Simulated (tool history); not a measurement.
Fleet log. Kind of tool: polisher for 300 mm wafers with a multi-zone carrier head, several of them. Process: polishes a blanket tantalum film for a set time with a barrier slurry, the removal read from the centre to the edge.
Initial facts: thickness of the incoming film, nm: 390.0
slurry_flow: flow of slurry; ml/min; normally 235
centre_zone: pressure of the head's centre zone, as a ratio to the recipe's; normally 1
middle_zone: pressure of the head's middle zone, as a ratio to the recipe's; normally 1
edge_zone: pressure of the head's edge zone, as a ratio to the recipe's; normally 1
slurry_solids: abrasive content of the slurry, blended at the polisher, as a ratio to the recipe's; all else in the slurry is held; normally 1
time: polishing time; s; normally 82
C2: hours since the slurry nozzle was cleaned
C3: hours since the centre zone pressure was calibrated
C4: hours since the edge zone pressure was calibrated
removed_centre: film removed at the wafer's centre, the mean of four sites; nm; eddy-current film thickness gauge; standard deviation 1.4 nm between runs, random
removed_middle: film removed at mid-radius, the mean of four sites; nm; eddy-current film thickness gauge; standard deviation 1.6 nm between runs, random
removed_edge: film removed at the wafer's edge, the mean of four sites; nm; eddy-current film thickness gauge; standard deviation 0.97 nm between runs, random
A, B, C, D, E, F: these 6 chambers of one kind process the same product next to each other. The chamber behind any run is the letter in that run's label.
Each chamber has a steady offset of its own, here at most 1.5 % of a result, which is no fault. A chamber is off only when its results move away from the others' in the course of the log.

-- day=0.004 chamber E: slurry nozzle cleaned
run 1A day=0.475 | slurry_flow=235 centre_zone=1 middle_zone=1 edge_zone=1 slurry_solids=1 time=82 | wafers_polished_on_this_pad=901 C2=102.5 C3=312.9 C4=122.9 | removed_centre=117.12 removed_middle=112.68 removed_edge=116.12
run 2F day=0.708 | slurry_flow=235 centre_zone=1 middle_zone=1 edge_zone=1 slurry_solids=1 time=82 | wafers_polished_on_this_pad=155 C2=403.9 C3=1019.5 C4=51.7 | removed_centre=114.54 removed_middle=114.14 removed_edge=115.87
run 3B day=1.117 | slurry_flow=235 centre_zone=1 middle_zone=1 edge_zone=1 slurry_solids=1 time=82 | wafers_polished_on_this_pad=285 C2=94.4 C3=344.9 C4=212.4 | removed_centre=116.12 removed_middle=117.55 removed_edge=116.31
-- day=1.442 chamber C: centre zone pressure recalibrated
run 4C day=1.458 | slurry_flow=235 centre_zone=1 middle_zone=1 edge_zone=1 slurry_solids=1 time=82 | wafers_polished_on_this_pad=277 C2=723.2 C3=0.5 C4=560 | removed_centre=114.83 removed_middle=112.71 removed_edge=114.28
-- day=1.712 chamber E: worn pad replaced by a new one
run 5D day=1.758 | slurry_flow=235 centre_zone=1 middle_zone=1 edge_zone=1 slurry_solids=1 time=82 | wafers_polished_on_this_pad=327 C2=142.4 C3=878.4 C4=452.2 | removed_centre=115.24 removed_middle=114.32 removed_edge=113
run 6E day=2.233 | slurry_flow=235 centre_zone=1 middle_zone=1 edge_zone=1 slurry_solids=1 time=82 | wafers_polished_on_this_pad=85 C2=53.6 C3=169.1 C4=828.1 | removed_centre=118.08 removed_middle=114.58 removed_edge=117.14
run 7B day=2.638 | slurry_flow=235 centre_zone=1 middle_zone=1 edge_zone=1 slurry_solids=1 time=82 | wafers_polished_on_this_pad=533 C2=130.9 C3=381.4 C4=248.9 | removed_centre=114.5 removed_middle=114.16 removed_edge=114.83
-- day=2.738 chamber B: centre zone pressure recalibrated
run 8A day=3.004 | slurry_flow=235 centre_zone=1 middle_zone=1 edge_zone=1 slurry_solids=1 time=82 | wafers_polished_on_this_pad=1315 C2=163.2 C3=373.6 C4=183.6 | removed_centre=116.52 removed_middle=112.98 removed_edge=117.18
-- day=3.167 chamber F: worn pad replaced by a new one
-- day=3.204 chamber F: centre zone pressure recalibrated
run 9C day=3.362 | slurry_flow=235 centre_zone=1 middle_zone=1 edge_zone=1 slurry_solids=1 time=82 | wafers_polished_on_this_pad=588 C2=768.9 C3=46.2 C4=605.7 | removed_centre=115.46 removed_middle=115.07 removed_edge=114.74
-- day=3.404 chamber B: worn pad replaced by a new one
-- day=3.617 chamber A: worn pad replaced by a new one
run 10D day=3.625 | slurry_flow=235 centre_zone=1 middle_zone=1 edge_zone=1 slurry_solids=1 time=82 | wafers_polished_on_this_pad=632 C2=187.2 C3=923.2 C4=497 | removed_centre=115.85 removed_middle=115.06 removed_edge=115.72
-- day=3.821 chamber F: slurry nozzle cleaned
run 11F day=4.071 | slurry_flow=235 centre_zone=1 middle_zone=1 edge_zone=1 slurry_solids=1 time=82 | wafers_polished_on_this_pad=148 C2=6 C3=20.9 C4=132.4 | removed_centre=114.46 removed_middle=116.94 removed_edge=115.28
-- day=4.321 chamber D: worn pad replaced by a new one
run 12E day=4.508 | slurry_flow=235 centre_zone=1 middle_zone=1 edge_zone=1 slurry_solids=1 time=82 | wafers_polished_on_this_pad=457 C2=108.2 C3=223.7 C4=882.7 | removed_centre=119.92 removed_middle=113.87 removed_edge=116.77
-- day=4.583 chamber C: worn pad replaced by a new one
run 13B day=4.938 | slurry_flow=235 centre_zone=1 middle_zone=1 edge_zone=1 slurry_solids=1 time=82 | wafers_polished_on_this_pad=250 C2=186.1 C3=52.8 C4=304.1 | removed_centre=115.77 removed_middle=118.23 removed_edge=117.31
run 14E day=5.212 | slurry_flow=235 centre_zone=1 middle_zone=1 edge_zone=1 slurry_solids=1 time=82 | wafers_polished_on_this_pad=572 C2=125.1 C3=240.6 C4=899.6 | removed_centre=115.33 removed_middle=113.6 removed_edge=116.33
run 15F day=5.567 | slurry_flow=235 centre_zone=0.94 middle_zone=1 edge_zone=1 slurry_solids=1 time=102 | wafers_polished_on_this_pad=392 C2=41.9 C3=56.8 C4=168.3 | removed_centre=132.39 removed_middle=143.83 removed_edge=144.11
-- day=5.7 chamber C: slurry nozzle cleaned
run 16D day=5.821 | slurry_flow=235 centre_zone=0.94 middle_zone=1 edge_zone=1 slurry_solids=1 time=102 | wafers_polished_on_this_pad=245 C2=239.9 C3=975.9 C4=549.7 | removed_centre=134.32 removed_middle=143.91 removed_edge=143.68
-- day=6.058 chamber F: worn pad replaced by a new one
run 17A day=6.212 | slurry_flow=235 centre_zone=0.94 middle_zone=1 edge_zone=1 slurry_solids=1 time=102 | wafers_polished_on_this_pad=425 C2=240.2 C3=450.6 C4=260.6 | removed_centre=133.43 removed_middle=145.99 removed_edge=144.44
-- day=6.388 chamber B: slurry nozzle cleaned
run 18C day=6.658 | slurry_flow=235 centre_zone=0.94 middle_zone=1 edge_zone=1 slurry_solids=1 time=102 | wafers_polished_on_this_pad=339 C2=23.1 C3=125.3 C4=684.8 | removed_centre=134.51 removed_middle=141.31 removed_edge=141.54
run 19F day=6.962 | slurry_flow=235 centre_zone=0.94 middle_zone=1 edge_zone=1 slurry_solids=1 time=102 | wafers_polished_on_this_pad=148 C2=75.4 C3=90.3 C4=201.8 | removed_centre=134.61 removed_middle=143.95 removed_edge=142.32
-- day=7.179 chamber E: worn pad replaced by a new one
run 20B day=7.333 | slurry_flow=235 centre_zone=0.94 middle_zone=1 edge_zone=1 slurry_solids=1 time=102 | wafers_polished_on_this_pad=642 C2=22.7 C3=110.3 C4=361.6 | removed_centre=135.21 removed_middle=142.39 removed_edge=145.61
run 21C day=7.542 | slurry_flow=235 centre_zone=1 middle_zone=1 edge_zone=1 slurry_solids=1 time=82 | wafers_polished_on_this_pad=484 C2=44.3 C3=146.5 C4=706 | removed_centre=114.45 removed_middle=114.28 removed_edge=114.73
run 22A day=7.754 | slurry_flow=235 centre_zone=1 middle_zone=1 edge_zone=1 slurry_solids=1 time=82 | wafers_polished_on_this_pad=677 C2=277.2 C3=487.6 C4=297.6 | removed_centre=116.77 removed_middle=115.86 removed_edge=117.94
-- day=7.942 chamber B: worn pad replaced by a new one
run 23D day=8.012 | slurry_flow=235 centre_zone=1 middle_zone=1 edge_zone=1 slurry_solids=1 time=82 | wafers_polished_on_this_pad=603 C2=292.5 C3=1028.5 C4=602.3 | removed_centre=116.97 removed_middle=115.91 removed_edge=116.1
run 24E day=8.3 | slurry_flow=165 centre_zone=1 middle_zone=1 edge_zone=1 slurry_solids=0.9 time=82 | wafers_polished_on_this_pad=183 C2=199.2 C3=314.7 C4=973.7 | removed_centre=106.53 removed_middle=103.64 removed_edge=108.82
-- day=8.329 chamber A: slurry nozzle cleaned
-- day=8.404 chamber D: worn pad replaced by a new one
-- day=8.625 chamber C: worn pad replaced by a new one
run 25F day=8.633 | slurry_flow=165 centre_zone=1 middle_zone=1 edge_zone=1 slurry_solids=0.9 time=82 | wafers_polished_on_this_pad=421 C2=115.5 C3=130.4 C4=241.9 | removed_centre=105.31 removed_middle=108.55 removed_edge=106.52
-- day=8.954 chamber F: worn pad replaced by a new one
run 26E day=9.029 | slurry_flow=165 centre_zone=1 middle_zone=1 edge_zone=1 slurry_solids=0.9 time=82 | wafers_polished_on_this_pad=303 C2=216.7 C3=332.2 C4=991.2 | removed_centre=107.92 removed_middle=103.97 removed_edge=109.46
run 27C day=9.408 | slurry_flow=165 centre_zone=1 middle_zone=1 edge_zone=1 slurry_solids=0.9 time=82 | wafers_polished_on_this_pad=128 C2=89.1 C3=191.3 C4=750.8 | removed_centre=106.08 removed_middle=104.03 removed_edge=106.35
run 28D day=9.688 | slurry_flow=165 centre_zone=1 middle_zone=1 edge_zone=1 slurry_solids=0.9 time=82 | wafers_polished_on_this_pad=209 C2=332.7 C3=1068.7 C4=642.5 | removed_centre=103.72 removed_middle=108 removed_edge=107.14
run 29B day=10.021 | slurry_flow=165 centre_zone=1 middle_zone=1 edge_zone=1 slurry_solids=0.9 time=82 | wafers_polished_on_this_pad=340 C2=87.2 C3=174.8 C4=426.1 | removed_centre=105.34 removed_middle=105.81 removed_edge=108.41
run 30A day=10.412 | slurry_flow=235 centre_zone=1 middle_zone=1 edge_zone=1 slurry_solids=1 time=82 | wafers_polished_on_this_pad=1111 C2=50.1 C3=551.4 C4=361.4 | removed_centre=114.37 removed_middle=112.89 removed_edge=115.46
run 31A day=10.712 | slurry_flow=235 centre_zone=1 middle_zone=1 edge_zone=1 slurry_solids=1 time=82 | wafers_polished_on_this_pad=1160 C2=57.3 C3=558.6 C4=368.6 | removed_centre=114.94 removed_middle=114.39 removed_edge=115.48
run 32E day=10.988 | slurry_flow=235 centre_zone=1 middle_zone=1 edge_zone=1 slurry_solids=1 time=82 | wafers_polished_on_this_pad=623 C2=263.7 C3=379.2 C4=1038.2 | removed_centre=118.59 removed_middle=117.87 removed_edge=115.88
-- day=11.167 chamber D: centre zone pressure recalibrated
run 33F day=11.212 | slurry_flow=235 centre_zone=1 middle_zone=1 edge_zone=0.89 slurry_solids=1 time=82 | wafers_polished_on_this_pad=369 C2=177.4 C3=192.3 C4=303.8 | removed_centre=117.98 removed_middle=116.63 removed_edge=108.48
run 34B day=11.575 | slurry_flow=235 centre_zone=1 middle_zone=1 edge_zone=0.89 slurry_solids=1 time=82 | wafers_polished_on_this_pad=594 C2=124.5 C3=212.1 C4=463.4 | removed_centre=113.5 removed_middle=113.61 removed_edge=109.01
-- day=11.967 chamber B: worn pad replaced by a new one
run 35D day=12.042 | slurry_flow=235 centre_zone=1 middle_zone=1 edge_zone=0.89 slurry_solids=1 time=82 | wafers_polished_on_this_pad=594 C2=389.2 C3=21.1 C4=699 | removed_centre=114.37 removed_middle=114.87 removed_edge=108.45
-- day=12.158 chamber A: worn pad replaced by a new one
-- day=12.196 chamber F: worn pad replaced by a new one
-- day=12.421 chamber D: slurry nozzle cleaned
-- day=12.442 chamber D: worn pad replaced by a new one
run 36C day=12.517 | slurry_flow=235 centre_zone=1 middle_zone=1 edge_zone=0.89 slurry_solids=1 time=82 | wafers_polished_on_this_pad=636 C2=163.7 C3=265.9 C4=825.4 | removed_centre=114.18 removed_middle=111.99 removed_edge=107.55
run 37B day=12.792 | slurry_flow=235 centre_zone=1 middle_zone=1 edge_zone=0.89 slurry_solids=1 time=82 | wafers_polished_on_this_pad=134 C2=153.7 C3=241.3 C4=492.6 | removed_centre=115.88 removed_middle=114.6 removed_edge=110.75
run 38A day=13.125 | slurry_flow=235 centre_zone=1 middle_zone=1 edge_zone=0.89 slurry_solids=1 time=82 | wafers_polished_on_this_pad=158 C2=115.2 C3=616.5 C4=426.5 | removed_centre=117.42 removed_middle=118.36 removed_edge=108.55
-- day=13.233 chamber C: worn pad replaced by a new one
-- day=13.379 chamber E: worn pad replaced by a new one
run 39D day=13.475 | slurry_flow=235 centre_zone=1 middle_zone=1 edge_zone=1 slurry_solids=1 time=82 | wafers_polished_on_this_pad=169 C2=25.3 C3=55.5 C4=733.4 | removed_centre=116.77 removed_middle=114.97 removed_edge=114.89
run 40C day=13.683 | slurry_flow=235 centre_zone=1 middle_zone=1 edge_zone=1 slurry_solids=1 time=82 | wafers_polished_on_this_pad=74 C2=191.7 C3=293.9 C4=853.4 | removed_centre=115.55 removed_middle=113.72 removed_edge=115.44
run 41F day=13.938 | slurry_flow=235 centre_zone=1 middle_zone=1 edge_zone=1 slurry_solids=1 time=82 | wafers_polished_on_this_pad=285 C2=242.8 C3=257.7 C4=369.2 | removed_centre=117.32 removed_middle=115.45 removed_edge=115.44
-- day=14.071 chamber E: edge zone pressure recalibrated
run 42E day=14.267 | slurry_flow=235 centre_zone=1 middle_zone=1 edge_zone=1 slurry_solids=1 time=82 | wafers_polished_on_this_pad=145 C2=342.4 C3=457.9 C4=4.7 | removed_centre=115.18 removed_middle=115.48 removed_edge=116.91

Is one chamber off against the others, does the gauge drift, or is nothing wrong? If a chamber is off, say which, and what the likeliest cause is.

Neither any chamber nor the gauge drifts; the chambers differ only by their own small, steady offsets.
